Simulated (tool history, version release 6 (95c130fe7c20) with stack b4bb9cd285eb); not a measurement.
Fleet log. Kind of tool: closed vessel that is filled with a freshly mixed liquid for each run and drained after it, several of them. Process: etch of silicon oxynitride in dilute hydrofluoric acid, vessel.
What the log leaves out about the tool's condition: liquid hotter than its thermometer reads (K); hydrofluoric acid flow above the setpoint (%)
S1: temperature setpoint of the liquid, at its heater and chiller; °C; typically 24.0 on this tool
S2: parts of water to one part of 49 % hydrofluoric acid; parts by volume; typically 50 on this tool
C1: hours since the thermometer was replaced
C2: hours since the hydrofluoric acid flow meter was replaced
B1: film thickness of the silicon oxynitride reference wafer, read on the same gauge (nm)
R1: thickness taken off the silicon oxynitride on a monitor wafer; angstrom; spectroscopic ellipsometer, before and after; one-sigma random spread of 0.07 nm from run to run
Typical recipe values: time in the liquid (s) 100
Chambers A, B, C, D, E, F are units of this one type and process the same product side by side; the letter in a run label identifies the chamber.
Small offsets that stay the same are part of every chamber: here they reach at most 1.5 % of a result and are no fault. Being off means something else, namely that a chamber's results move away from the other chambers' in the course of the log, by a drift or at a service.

{"run": "1B", "hour": 8.9, "S1": 24.0, "S2": 50, "time in the liquid (s)": 100, "C1": 406.6, "C2": 227.1, "B1": 89.999, "R1": 75.002}
{"hour": 9.0, "done": "chamber F: hydrofluoric acid flow meter replaced"}
{"run": "2D", "hour": 16.9, "S1": 24.0, "S2": 50, "time in the liquid (s)": 100, "C1": 463.9, "C2": 244.4, "B1": 90.033, "R1": 74.94}
{"run": "3C", "hour": 25.1, "S1": 24.0, "S2": 50, "time in the liquid (s)": 100, "C1": 561.8, "C2": 2034.0, "B1": 90.012, "R1": 74.102}
{"run": "4A", "hour": 34.7, "S1": 24.0, "S2": 50, "time in the liquid (s)": 100, "C1": 709.9, "C2": 1423.2, "B1": 90.027, "R1": 73.825}
{"run": "5E", "hour": 41.7, "S1": 24.0, "S2": 50, "time in the liquid (s)": 100, "C1": 831.3, "C2": 1003.8, "B1": 89.995, "R1": 74.326}
{"run": "6F", "hour": 48.7, "S1": 24.0, "S2": 50, "time in the liquid (s)": 145, "C1": 193.3, "C2": 39.8, "B1": 90.002, "R1": 104.37}
{"run": "7F", "hour": 57.8, "S1": 24.0, "S2": 50, "time in the liquid (s)": 145, "C1": 202.4, "C2": 48.9, "B1": 89.992, "R1": 107.62}
{"run": "8E", "hour": 64.1, "S1": 24.0, "S2": 50, "time in the liquid (s)": 145, "C1": 853.7, "C2": 1026.2, "B1": 90.008, "R1": 105.91}
{"run": "9D", "hour": 71.2, "S1": 24.0, "S2": 50, "time in the liquid (s)": 145, "C1": 518.2, "C2": 298.7, "B1": 90.008, "R1": 108.16}
{"run": "10A", "hour": 80.6, "S1": 24.0, "S2": 50, "time in the liquid (s)": 145, "C1": 755.8, "C2": 1469.1, "B1": 89.996, "R1": 109.56}
{"run": "11B", "hour": 85.4, "S1": 24.0, "S2": 50, "time in the liquid (s)": 145, "C1": 483.1, "C2": 303.6, "B1": 89.986, "R1": 109.69}
{"run": "12C", "hour": 90.7, "S1": 19.5, "S2": 30, "time in the liquid (s)": 100, "C1": 627.4, "C2": 2099.6, "B1": 89.989, "R1": 98.798}
{"run": "13F", "hour": 98.4, "S1": 19.5, "S2": 30, "time in the liquid (s)": 100, "C1": 243.0, "C2": 89.5, "B1": 90.003, "R1": 100.04}
{"hour": 98.5, "done": "chamber A: hydrofluoric acid flow meter replaced"}
{"run": "14A", "hour": 107.3, "S1": 19.5, "S2": 30, "time in the liquid (s)": 100, "C1": 782.5, "C2": 8.9, "B1": 90.018, "R1": 102.62}
{"run": "15D", "hour": 111.5, "S1": 19.5, "S2": 30, "time in the liquid (s)": 100, "C1": 558.5, "C2": 339.0, "B1": 90.008, "R1": 99.086}
{"run": "16B", "hour": 120.3, "S1": 19.5, "S2": 30, "time in the liquid (s)": 100, "C1": 518.0, "C2": 338.5, "B1": 90.02, "R1": 104.0}
{"run": "17C", "hour": 128.3, "S1": 19.5, "S2": 30, "time in the liquid (s)": 100, "C1": 665.0, "C2": 2137.2, "B1": 90.025, "R1": 101.39}
{"run": "18E", "hour": 136.2, "S1": 24.0, "S2": 50, "time in the liquid (s)": 100, "C1": 925.8, "C2": 1098.3, "B1": 89.998, "R1": 74.095}
{"run": "19B", "hour": 144.4, "S1": 25.5, "S2": 50, "time in the liquid (s)": 70, "C1": 542.1, "C2": 362.6, "B1": 89.988, "R1": 58.379}
{"run": "20D", "hour": 149.4, "S1": 25.5, "S2": 50, "time in the liquid (s)": 70, "C1": 596.4, "C2": 376.9, "B1": 89.971, "R1": 55.97}
{"run": "21C", "hour": 156.1, "S1": 25.5, "S2": 50, "time in the liquid (s)": 70, "C1": 692.8, "C2": 2165.0, "B1": 90.013, "R1": 56.594}
{"run": "22E", "hour": 164.8, "S1": 25.5, "S2": 50, "time in the liquid (s)": 70, "C1": 954.4, "C2": 1126.9, "B1": 90.041, "R1": 55.907}
{"run": "23A", "hour": 172.2, "S1": 25.5, "S2": 50, "time in the liquid (s)": 70, "C1": 847.4, "C2": 73.8, "B1": 90.024, "R1": 55.744}
{"run": "24F", "hour": 177.7, "S1": 25.5, "S2": 50, "time in the liquid (s)": 70, "C1": 322.3, "C2": 168.8, "B1": 90.005, "R1": 56.423}
{"run": "25F", "hour": 186.7, "S1": 24.0, "S2": 75, "time in the liquid (s)": 50, "C1": 331.3, "C2": 177.8, "B1": 89.993, "R1": 24.099}
{"run": "26A", "hour": 192.8, "S1": 24.0, "S2": 75, "time in the liquid (s)": 50, "C1": 868.0, "C2": 94.4, "B1": 89.998, "R1": 24.415}
{"run": "27E", "hour": 197.7, "S1": 24.0, "S2": 75, "time in the liquid (s)": 50, "C1": 987.3, "C2": 1159.8, "B1": 89.972, "R1": 24.133}
{"run": "28D", "hour": 205.7, "S1": 24.0, "S2": 75, "time in the liquid (s)": 50, "C1": 652.7, "C2": 433.2, "B1": 89.992, "R1": 24.098}
{"run": "29C", "hour": 211.2, "S1": 24.0, "S2": 75, "time in the liquid (s)": 50, "C1": 747.9, "C2": 2220.1, "B1": 90.002, "R1": 24.105}
{"run": "30B", "hour": 218.4, "S1": 24.0, "S2": 75, "time in the liquid (s)": 50, "C1": 616.1, "C2": 436.6, "B1": 89.991, "R1": 26.154}
{"run": "31E", "hour": 222.6, "S1": 24.0, "S2": 50, "time in the liquid (s)": 100, "C1": 1012.2, "C2": 1184.7, "B1": 89.993, "R1": 71.411}
{"run": "32D", "hour": 227.7, "S1": 24.0, "S2": 50, "time in the liquid (s)": 100, "C1": 674.7, "C2": 455.2, "B1": 90.026, "R1": 73.399}
{"run": "33F", "hour": 235.7, "S1": 24.0, "S2": 50, "time in the liquid (s)": 100, "C1": 380.3, "C2": 226.8, "B1": 89.982, "R1": 74.921}
{"run": "34A", "hour": 243.1, "S1": 24.0, "S2": 60, "time in the liquid (s)": 120, "C1": 918.3, "C2": 144.7, "B1": 90.015, "R1": 73.203}
{"run": "35C", "hour": 251.2, "S1": 24.0, "S2": 60, "time in the liquid (s)": 120, "C1": 787.9, "C2": 2260.1, "B1": 90.013, "R1": 74.533}
{"run": "36B", "hour": 258.4, "S1": 24.0, "S2": 60, "time in the liquid (s)": 120, "C1": 656.1, "C2": 476.6, "B1": 89.995, "R1": 81.944}
{"run": "37D", "hour": 267.7, "S1": 24.0, "S2": 60, "time in the liquid (s)": 120, "C1": 714.7, "C2": 495.2, "B1": 89.993, "R1": 73.801}

Decide between three cases: one chamber stands off from its peers, the gauge reading all wafers drifts, or nothing is wrong past each chamber's small offset. Where a chamber is off, say which and what most likely put it there.

Chamber B drifts away from the others.
What lies behind it: liquid hotter than its thermometer reads (K) = 2.5.
The log may not tell that from: hydrofluoric acid flow above the setpoint (%).

Here are 4 candidates for chamber B's next run, each the usual settings with a change, their results left as question marks. Which one brings its results back in line with what the others give on the usual settings?
Allowed miss from the other chambers' usual-settings mean, per result, to count as in line: R1 2.500 angstrom
{"run": "38B-1", "hour": 274.5, "S1": 24.5, "S2": 50, "time in the liquid (s)": 110, "R1": "?"}
{"run": "38B-2", "hour": 274.5, "S1": 24.0, "S2": 50, "time in the liquid (s)": 95, "R1": "?"}
{"run": "38B-3", "hour": 274.5, "S1": 24.0, "S2": 50, "time in the liquid (s)": 105, "R1": "?"}
{"run": "38B-4", "hour": 274.5, "S1": 23.5, "S2": 50, "time in the liquid (s)": 90, "R1": "?"}

Usual-settings mean across the other chambers: R1 74.120 angstrom
run=38B-1 R1=94.295
run=38B-2 R1=79.515
run=38B-3 R1=87.885
run=38B-4 R1=73.545
38B-4 brings the chamber back in line.

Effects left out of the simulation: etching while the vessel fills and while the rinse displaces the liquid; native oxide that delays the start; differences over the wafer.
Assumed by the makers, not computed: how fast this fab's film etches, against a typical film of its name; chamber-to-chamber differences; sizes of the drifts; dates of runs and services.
